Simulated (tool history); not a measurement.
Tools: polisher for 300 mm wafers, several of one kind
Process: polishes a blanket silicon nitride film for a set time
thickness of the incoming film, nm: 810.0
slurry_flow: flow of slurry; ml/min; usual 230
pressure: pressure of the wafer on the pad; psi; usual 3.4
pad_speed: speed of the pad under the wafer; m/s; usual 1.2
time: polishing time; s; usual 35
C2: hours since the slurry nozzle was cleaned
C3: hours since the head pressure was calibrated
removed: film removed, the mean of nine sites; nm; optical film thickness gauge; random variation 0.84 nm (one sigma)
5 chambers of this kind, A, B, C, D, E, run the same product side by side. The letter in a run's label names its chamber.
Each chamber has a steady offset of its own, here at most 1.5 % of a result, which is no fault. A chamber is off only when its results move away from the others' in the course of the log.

run 1C hour=6.2 | slurry_flow=230 pressure=3.4 pad_speed=1.2 time=35 | wafers_polished_on_this_pad=518 C2=74 C3=386.1 | removed=57.728
-- hour=7.9 chamber D: worn pad replaced by a new one
-- hour=9.1 chamber E: slurry nozzle cleaned
run 2A hour=13.9 | slurry_flow=230 pressure=3.4 pad_speed=1.2 time=35 | wafers_polished_on_this_pad=380 C2=566.2 C3=808.6 | removed=57.61
run 3E hour=20.9 | slurry_flow=230 pressure=3.4 pad_speed=1.2 time=35 | wafers_polished_on_this_pad=903 C2=11.8 C3=875.5 | removed=59.936
-- hour=26.4 chamber C: worn pad replaced by a new one
run 4B hour=27 | slurry_flow=230 pressure=3.4 pad_speed=1.2 time=35 | wafers_polished_on_this_pad=629 C2=99.5 C3=360.2 | removed=56.367
run 5D hour=34 | slurry_flow=230 pressure=3.4 pad_speed=1.2 time=35 | wafers_polished_on_this_pad=307 C2=325.8 C3=245.3 | removed=57.664
-- hour=38.6 chamber A: worn pad replaced by a new one
run 6C hour=39.7 | slurry_flow=230 pressure=3.4 pad_speed=1.2 time=35 | wafers_polished_on_this_pad=156 C2=107.5 C3=419.6 | removed=57.842
run 7B hour=48.1 | slurry_flow=230 pressure=3.4 pad_speed=1.2 time=35 | wafers_polished_on_this_pad=877 C2=120.6 C3=381.3 | removed=57.34
-- hour=52 chamber E: head pressure recalibrated
run 8D hour=55.9 | slurry_flow=230 pressure=3.4 pad_speed=1.2 time=35 | wafers_polished_on_this_pad=564 C2=347.7 C3=267.2 | removed=56.687
-- hour=58 chamber E: worn pad replaced by a new one
run 9A hour=67.1 | slurry_flow=230 pressure=3.4 pad_speed=1.2 time=35 | wafers_polished_on_this_pad=335 C2=619.4 C3=861.8 | removed=57.4
run 10E hour=74.5 | slurry_flow=230 pressure=3.4 pad_speed=1.2 time=35 | wafers_polished_on_this_pad=194 C2=65.4 C3=22.5 | removed=57.461
-- hour=83.7 chamber C: worn pad replaced by a new one
run 11C hour=86 | slurry_flow=230 pressure=3.4 pad_speed=1.2 time=35 | wafers_polished_on_this_pad=27 C2=153.8 C3=465.9 | removed=57.478
run 12D hour=96.5 | slurry_flow=230 pressure=3.4 pad_speed=1.2 time=35 | wafers_polished_on_this_pad=1040 C2=388.3 C3=307.8 | removed=56.813
-- hour=104.7 chamber A: worn pad replaced by a new one
run 13A hour=105 | slurry_flow=230 pressure=3.4 pad_speed=1.2 time=35 | wafers_polished_on_this_pad=3 C2=657.3 C3=899.7 | removed=58.262
run 14E hour=114.1 | slurry_flow=230 pressure=3.4 pad_speed=1.2 time=35 | wafers_polished_on_this_pad=659 C2=105 C3=62.1 | removed=58.626
-- hour=123.6 chamber D: worn pad replaced by a new one
run 15B hour=123.7 | slurry_flow=230 pressure=2.7 pad_speed=1.36 time=35 | wafers_polished_on_this_pad=1765 C2=196.2 C3=456.9 | removed=48.748
run 16D hour=129.7 | slurry_flow=230 pressure=2.7 pad_speed=1.36 time=35 | wafers_polished_on_this_pad=72 C2=421.5 C3=341 | removed=49.999
-- hour=136.7 chamber B: head pressure recalibrated
run 17A hour=141.9 | slurry_flow=230 pressure=2.7 pad_speed=1.36 time=35 | wafers_polished_on_this_pad=437 C2=694.2 C3=936.6 | removed=48.931
-- hour=147.4 chamber C: worn pad replaced by a new one
run 18C hour=152.2 | slurry_flow=230 pressure=2.7 pad_speed=1.36 time=35 | wafers_polished_on_this_pad=56 C2=220 C3=532.1 | removed=48.237
-- hour=157 chamber A: worn pad replaced by a new one
run 19E hour=158.7 | slurry_flow=230 pressure=2.7 pad_speed=1.36 time=35 | wafers_polished_on_this_pad=1182 C2=149.6 C3=106.7 | removed=51.943
run 20B hour=169 | slurry_flow=230 pressure=3.4 pad_speed=1.2 time=35 | wafers_polished_on_this_pad=2297 C2=241.5 C3=32.3 | removed=55.67
run 21D hour=175.6 | slurry_flow=230 pressure=3.4 pad_speed=1.2 time=35 | wafers_polished_on_this_pad=611 C2=467.4 C3=386.9 | removed=57.298
-- hour=180.7 chamber B: slurry nozzle cleaned
-- hour=181.6 chamber E: worn pad replaced by a new one
run 22C hour=185 | slurry_flow=230 pressure=3.4 pad_speed=1.2 time=35 | wafers_polished_on_this_pad=441 C2=252.8 C3=564.9 | removed=58.116
run 23A hour=194.3 | slurry_flow=230 pressure=3.4 pad_speed=1.2 time=35 | wafers_polished_on_this_pad=437 C2=746.6 C3=989 | removed=56.455
-- hour=204.2 chamber C: slurry nozzle cleaned
run 24B hour=205.9 | slurry_flow=230 pressure=3.4 pad_speed=1.2 time=35 | wafers_polished_on_this_pad=2730 C2=25.3 C3=69.2 | removed=55.84
-- hour=210.2 chamber C: worn pad replaced by a new one
run 25E hour=211.3 | slurry_flow=230 pressure=3.4 pad_speed=1.42 time=46 | wafers_polished_on_this_pad=349 C2=202.2 C3=159.3 | removed=84.262
run 26D hour=217.5 | slurry_flow=230 pressure=3.4 pad_speed=1.42 time=46 | wafers_polished_on_this_pad=1103 C2=509.3 C3=428.8 | removed=87.705
-- hour=219.9 chamber A: worn pad replaced by a new one
run 27C hour=224.2 | slurry_flow=230 pressure=3.4 pad_speed=1.42 time=46 | wafers_polished_on_this_pad=164 C2=20 C3=604.1 | removed=84.983
run 28E hour=231.3 | slurry_flow=230 pressure=3.4 pad_speed=1.42 time=46 | wafers_polished_on_this_pad=583 C2=222.2 C3=179.3 | removed=87.719
run 29A hour=240.6 | slurry_flow=230 pressure=3.4 pad_speed=1.42 time=46 | wafers_polished_on_this_pad=243 C2=792.9 C3=1035.3 | removed=88.978
-- hour=246.8 chamber D: worn pad replaced by a new one
run 30B hour=251.8 | slurry_flow=230 pressure=3.4 pad_speed=1.2 time=35 | wafers_polished_on_this_pad=3269 C2=71.2 C3=115.1 | removed=52.655
run 31E hour=259.3 | slurry_flow=230 pressure=3.4 pad_speed=1.2 time=35 | wafers_polished_on_this_pad=912 C2=250.2 C3=207.3 | removed=58.7
-- hour=269.5 chamber C: worn pad replaced by a new one
run 32D hour=269.8 | slurry_flow=230 pressure=3.4 pad_speed=1.2 time=35 | wafers_polished_on_this_pad=270 C2=561.6 C3=481.1 | removed=58.377
run 33A hour=278.9 | slurry_flow=230 pressure=3.4 pad_speed=1.2 time=35 | wafers_polished_on_this_pad=693 C2=831.2 C3=1073.6 | removed=57.946
run 34C hour=289.3 | slurry_flow=230 pressure=3.4 pad_speed=1.2 time=35 | wafers_polished_on_this_pad=232 C2=85.1 C3=669.2 | removed=58.775
run 35B hour=298.4 | slurry_flow=230 pressure=3.4 pad_speed=1.4 time=35 | wafers_polished_on_this_pad=3816 C2=117.8 C3=161.7 | removed=59.108
run 36D hour=305.4 | slurry_flow=230 pressure=3.4 pad_speed=1.4 time=35 | wafers_polished_on_this_pad=688 C2=597.2 C3=516.7 | removed=62.964

What goes on in this fleet: one chamber off, a drifting gauge, or nothing beyond the chambers' own small offsets? Name the chamber and the cause, if any.

Chamber B drifts away from the others.
Cause: removal rate lost through wear of the pad, % = 8.08.

Here are 4 candidates for chamber B's next run, each the usual settings with a change, their results left as question marks. Which one brings its results back in line with what the others give on the usual settings?
In line means no further than this from the other chambers' mean on the usual settings: removed 3 nm
run 37B-1 hour=314.3 | slurry_flow=230 pressure=3.7 pad_speed=1.26 time=37 | removed=?
run 37B-2 hour=314.3 | slurry_flow=225 pressure=3 pad_speed=1.1 time=35 | removed=?
run 37B-3 hour=314.3 | slurry_flow=230 pressure=3.5 pad_speed=1.24 time=36 | removed=?
run 37B-4 hour=314.3 | slurry_flow=230 pressure=3.3 pad_speed=1.16 time=34 | removed=?

The other chambers' mean on the usual settings: removed 57.544 nm
run=37B-1 removed=62.502
run=37B-2 removed=42.806
run=37B-3 removed=56.757
run=37B-4 removed=47.9
37B-3 brings the chamber back in line.
